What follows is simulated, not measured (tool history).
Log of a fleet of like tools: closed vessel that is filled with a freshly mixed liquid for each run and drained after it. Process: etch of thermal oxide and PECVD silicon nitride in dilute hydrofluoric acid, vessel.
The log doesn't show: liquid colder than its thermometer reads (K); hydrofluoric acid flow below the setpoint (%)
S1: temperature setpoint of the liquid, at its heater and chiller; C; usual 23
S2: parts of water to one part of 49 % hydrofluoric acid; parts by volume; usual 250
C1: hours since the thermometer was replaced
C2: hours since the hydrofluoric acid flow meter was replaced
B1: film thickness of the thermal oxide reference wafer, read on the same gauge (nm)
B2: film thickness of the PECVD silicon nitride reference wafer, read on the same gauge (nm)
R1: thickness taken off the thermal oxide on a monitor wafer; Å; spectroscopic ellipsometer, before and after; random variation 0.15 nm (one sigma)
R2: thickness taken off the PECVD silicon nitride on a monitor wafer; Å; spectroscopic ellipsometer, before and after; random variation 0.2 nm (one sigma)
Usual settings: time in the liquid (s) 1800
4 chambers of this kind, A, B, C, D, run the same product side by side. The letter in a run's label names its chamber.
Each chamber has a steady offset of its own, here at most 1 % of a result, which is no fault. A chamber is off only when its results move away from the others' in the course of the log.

Run 1D, hour 8.2: usual settings; C1 268; C2 337.1; B1 120.02; B2 110.02. Result: R1 273.73 Å, R2 386.34 Å.
Run 2B, hour 15: usual settings; C1 888.6; C2 79.8; B1 120; B2 109.99. Result: R1 272.76 Å, R2 387.53 Å.
Run 3C, hour 23.9: usual settings; C1 889.1; C2 1826.7; B1 120.01; B2 110.05. Result: R1 270.2 Å, R2 387.2 Å.
Run 4A, hour 35.7: usual settings; C1 861.9; C2 504.8; B1 120; B2 110. Result: R1 273.2 Å, R2 383.53 Å.
Run 5B, hour 48.3: usual settings but S1 18 C, time in the liquid (s) 2665; C1 921.9; C2 113.1; B1 119.99; B2 110. Result: R1 333.5 Å, R2 417.28 Å.
Run 6C, hour 61: usual settings but S1 18 C, time in the liquid (s) 2665; C1 926.2; C2 1863.8; B1 119.98; B2 109.99. Result: R1 332.87 Å, R2 416.31 Å.
Run 7D, hour 71.5: usual settings but S1 18 C, time in the liquid (s) 2665; C1 331.3; C2 400.4; B1 120.04; B2 110.02. Result: R1 332.23 Å, R2 411.61 Å.
Run 8A, hour 78.3: usual settings but S1 18 C, time in the liquid (s) 2665; C1 904.5; C2 547.4; B1 119.99; B2 109.98. Result: R1 333.93 Å, R2 410.82 Å.
Run 9D, hour 85.5: usual settings; C1 345.3; C2 414.4; B1 120.01; B2 110.02. Result: R1 273.59 Å, R2 384.33 Å.
Run 10C, hour 94.7: usual settings; C1 959.9; C2 1897.5; B1 120.05; B2 110. Result: R1 271.03 Å, R2 389.02 Å.
Run 11B, hour 100.4: usual settings; C1 974; C2 165.2; B1 120.01; B2 110. Result: R1 272.89 Å, R2 390.45 Å.
Run 12A, hour 110.9: usual settings; C1 937.1; C2 580; B1 120.03; B2 109.97. Result: R1 270.78 Å, R2 379.58 Å.
Run 13B, hour 119.5: usual settings; C1 993.1; C2 184.3; B1 119.97; B2 109.99. Result: R1 273.34 Å, R2 387.88 Å.
Run 14A, hour 131.5: usual settings; C1 957.7; C2 600.6; B1 120; B2 109.99. Result: R1 268.66 Å, R2 376.2 Å.
Run 15C, hour 141.7: usual settings; C1 1006.9; C2 1944.5; B1 119.98; B2 110.01. Result: R1 269.59 Å, R2 389.05 Å.
Run 16D, hour 151.5: usual settings; C1 411.3; C2 480.4; B1 120.03; B2 109.99. Result: R1 273.3 Å, R2 384.55 Å.
Run 17B, hour 157: usual settings but S1 27.5 C, S2 325 parts by volume; C1 1030.6; C2 221.8; B1 119.98; B2 109.99. Result: R1 228.63 Å, R2 397.72 Å.
Run 18C, hour 164.3: usual settings but S1 27.5 C, S2 325 parts by volume; C1 1029.5; C2 1967.1; B1 119.98; B2 110. Result: R1 223.61 Å, R2 394.8 Å.
Run 19D, hour 177.1: usual settings but S1 27.5 C, S2 325 parts by volume; C1 436.9; C2 506; B1 120; B2 110.01. Result: R1 225.68 Å, R2 392.35 Å.
Run 20A, hour 188.7: usual settings but S1 27.5 C, S2 325 parts by volume; C1 1014.9; C2 657.8; B1 120.01; B2 109.99. Result: R1 222.54 Å, R2 377.05 Å.
Run 21B, hour 199.3: usual settings but S1 25 C, time in the liquid (s) 2285; C1 1072.9; C2 264.1; B1 120.04; B2 110. Result: R1 372.95 Å, R2 562.64 Å.
Run 22C, hour 206.8: usual settings but S1 25 C, time in the liquid (s) 2285; C1 1072; C2 2009.6; B1 120.02; B2 110. Result: R1 369.47 Å, R2 555.12 Å.
Run 23A, hour 218.2: usual settings but S1 25 C, time in the liquid (s) 2285; C1 1044.4; C2 687.3; B1 119.99; B2 109.99. Result: R1 361.39 Å, R2 531.57 Å.
Run 24D, hour 230.4: usual settings but S1 25 C, time in the liquid (s) 2285; C1 490.2; C2 559.3; B1 120.03; B2 110. Result: R1 369.93 Å, R2 555.09 Å.
Run 25B, hour 239.6: usual settings; C1 1113.2; C2 304.4; B1 120.04; B2 109.98. Result: R1 274.23 Å, R2 391.91 Å.
Run 26C, hour 251.6: usual settings; C1 1116.8; C2 2054.4; B1 120; B2 110.03. Result: R1 269.01 Å, R2 387 Å.
Run 27A, hour 260: usual settings; C1 1086.2; C2 729.1; B1 120; B2 110. Result: R1 266.24 Å, R2 363.67 Å.
Run 28D, hour 267: usual settings but S2 320 parts by volume, time in the liquid (s) 2250; C1 526.8; C2 595.9; B1 119.97; B2 110.01. Result: R1 249.91 Å, R2 376.91 Å.
Run 29C, hour 274.4: usual settings but S2 320 parts by volume, time in the liquid (s) 2250; C1 1139.6; C2 2077.2; B1 119.96; B2 110.01. Result: R1 246.95 Å, R2 382.43 Å.
Run 30B, hour 285.1: usual settings but S2 320 parts by volume, time in the liquid (s) 2250; C1 1158.7; C2 349.9; B1 120; B2 110.01. Result: R1 248.32 Å, R2 384.11 Å.
Run 31A, hour 293.6: usual settings but S2 320 parts by volume, time in the liquid (s) 2250; C1 1119.8; C2 762.7; B1 120; B2 110.03. Result: R1 239.47 Å, R2 352.58 Å.
Run 32D, hour 299.1: usual settings but S1 18.5 C, time in the liquid (s) 2655; C1 558.9; C2 628; B1 120.02; B2 110.01. Result: R1 340.75 Å, R2 425.78 Å.
Run 33A, hour 305.3: usual settings but S1 18.5 C, time in the liquid (s) 2655; C1 1131.5; C2 774.4; B1 120.01; B2 110.03. Result: R1 324 Å, R2 393.62 Å.
Run 34B, hour 314.8: usual settings but S1 18.5 C, time in the liquid (s) 2655; C1 1188.4; C2 379.6; B1 119.98; B2 109.96. Result: R1 342.16 Å, R2 429.34 Å.
Run 35D, hour 320.8: usual settings but S1 18.5 C, time in the liquid (s) 2655; C1 580.6; C2 649.7; B1 120; B2 109.98. Result: R1 337.61 Å, R2 425.05 Å.
Run 36C, hour 327.2: usual settings; C1 1192.4; C2 2130; B1 120; B2 109.99. Result: R1 271.88 Å, R2 386.51 Å.
Run 37B, hour 333.5: usual settings; C1 1207.1; C2 398.3; B1 120.03; B2 109.97. Result: R1 273.76 Å, R2 389.16 Å.
Run 38A, hour 341.5: usual settings; C1 1167.7; C2 810.6; B1 119.96; B2 110.02. Result: R1 260.14 Å, R2 359.67 Å.
Run 39C, hour 347.3: usual settings; C1 1212.5; C2 2150.1; B1 120; B2 110. Result: R1 268 Å, R2 386.74 Å.

All 4 chambers run these settings next. Forecast each chamber's results:
Run 40A, hour 356.5: usual settings. Result: R1 ?, R2 ?.
Run 40B, hour 356.5: usual settings. Result: R1 ?, R2 ?.
Run 40C, hour 356.5: usual settings. Result: R1 ?, R2 ?.
Run 40D, hour 356.5: usual settings. Result: R1 ?, R2 ?.

run      R1      R2
40A  259.58  355.81
40B  272.65  388.18
40C  270.37  389.18
40D  274.01  386.14
